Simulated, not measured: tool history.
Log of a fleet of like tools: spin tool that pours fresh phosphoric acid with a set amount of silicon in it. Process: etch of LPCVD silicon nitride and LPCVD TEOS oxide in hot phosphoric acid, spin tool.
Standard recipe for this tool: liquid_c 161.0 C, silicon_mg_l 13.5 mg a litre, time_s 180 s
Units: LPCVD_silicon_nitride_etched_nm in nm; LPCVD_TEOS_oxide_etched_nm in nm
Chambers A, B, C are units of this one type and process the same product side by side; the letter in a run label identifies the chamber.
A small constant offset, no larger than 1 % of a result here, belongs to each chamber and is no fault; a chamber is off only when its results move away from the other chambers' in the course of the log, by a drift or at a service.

run	hour	liquid_c	silicon_mg_l	time_s	hours since the thermometer was replaced	hours since the dissolved silicon flow meter was replaced	hours since the heated supply line was repaired	read-back film thickness of the LPCVD silicon nitride reference wafer, read on the same gauge (nm)	read-back film thickness of the LPCVD TEOS oxide reference wafer, read on the same gauge (nm)	LPCVD_silicon_nitride_etched_nm	LPCVD_TEOS_oxide_etched_nm
1B	4.1	161.0	13.5	180	64.3	794.4	1382.5	40.002	39.973	13.1400	0.49210
2A	10.1	161.0	13.5	180	402.4	624.0	379.5	40.001	40.029	12.9720	0.52840
3C	13.5	161.0	13.5	180	1137.8	1299.4	1954.7	40.022	40.062	12.9020	0.56002
4B	16.3	161.0	13.5	180	76.5	806.6	1394.7	39.990	39.997	13.2180	0.58981
5A	19.3	161.0	13.5	180	411.6	633.2	388.7	39.987	40.041	12.9640	0.54407
6C	22.3	161.0	13.5	180	1146.6	1308.2	1963.5	39.995	39.983	12.9340	0.59100
7A	28.3	161.0	13.5	180	420.6	642.2	397.7	39.999	40.019	12.9850	0.57484
8C	31.1	161.0	13.5	180	1155.4	1317.0	1972.3	39.990	40.001	12.9930	0.56317
9B	35.7	161.0	13.5	180	95.9	826.0	1414.1	40.007	40.008	13.0800	0.57830
10A	41.3	161.0	13.5	180	433.6	655.2	410.7	40.005	39.996	12.9790	0.51356
11C	46.7	161.0	13.5	180	1171.0	1332.6	1987.9	39.993	40.045	13.0170	0.51060
12B	51.5	161.0	13.5	180	111.7	841.8	1429.9	40.008	40.004	13.1270	0.53519
13C	55.1	161.0	13.5	180	1179.4	1341.0	1996.3	39.986	39.976	12.9920	0.56021
14B	59.5	161.0	13.5	180	119.7	849.8	1437.9	39.990	39.985	13.2030	0.52487
15A	63.1	161.0	19.5	85	455.4	677.0	432.5	39.981	39.994	6.1149	0.20191
16C	66.1	161.0	19.5	85	1190.4	1352.0	2007.3	40.025	39.999	6.1450	0.22301
17A	70.0	161.0	19.5	85	462.3	683.9	439.4	39.976	39.998	6.1234	0.25806
18B	73.4	158.5	13.5	180	133.6	863.7	1451.8	39.976	40.007	12.1080	0.52321
19C	78.7	158.5	13.5	180	1203.0	1364.6	2019.9	39.976	39.983	11.9080	0.45014
20A	83.4	158.5	13.5	180	475.7	697.3	452.8	40.008	40.029	11.9770	0.40147
21B	87.4	161.0	13.5	180	147.6	877.7	1465.8	39.990	39.969	13.0920	0.56746
22C	92.9	161.0	13.5	180	1217.2	1378.8	2034.1	39.994	39.994	13.0130	0.64230
23B	97.2	161.0	13.5	180	157.4	887.5	1475.6	40.008	39.992	13.0370	0.57750
24A	100.0	161.0	13.5	180	492.3	713.9	469.4	40.001	40.024	12.9940	0.62130
25B	103.1	161.0	13.5	180	163.3	893.4	1481.5	40.002	39.998	13.1370	0.60029
26A	107.3	161.0	13.5	180	499.6	721.2	476.7	39.989	40.031	12.9510	0.53890
27C	111.4	161.0	13.5	180	1235.7	1397.3	2052.6	40.030	40.002	12.9820	0.53044
28B	115.4	158.5	13.5	100	175.6	905.7	1493.8	40.021	39.995	6.6686	0.25937
# hour 119.2: chamber C: thermometer replaced
29A	120.1	158.5	13.5	100	512.4	734.0	489.5	40.001	39.971	6.6272	0.25539
30C	124.4	158.5	13.5	100	5.2	1410.3	2065.6	39.998	39.994	6.6469	0.28843
31A	129.3	161.0	13.5	180	521.6	743.2	498.7	40.024	40.035	12.9920	0.51832
32B	133.5	161.0	13.5	180	193.7	923.8	1511.9	39.995	40.032	13.1030	0.51341

Which is it: a chamber that has drifted or been left off by a service, a gauge drift common to all chambers, or only each chamber's usual small offset? If a chamber is off, name it and its likeliest cause.

No chamber is off and the gauge is stable; the differences are just each chamber's small, constant offset.
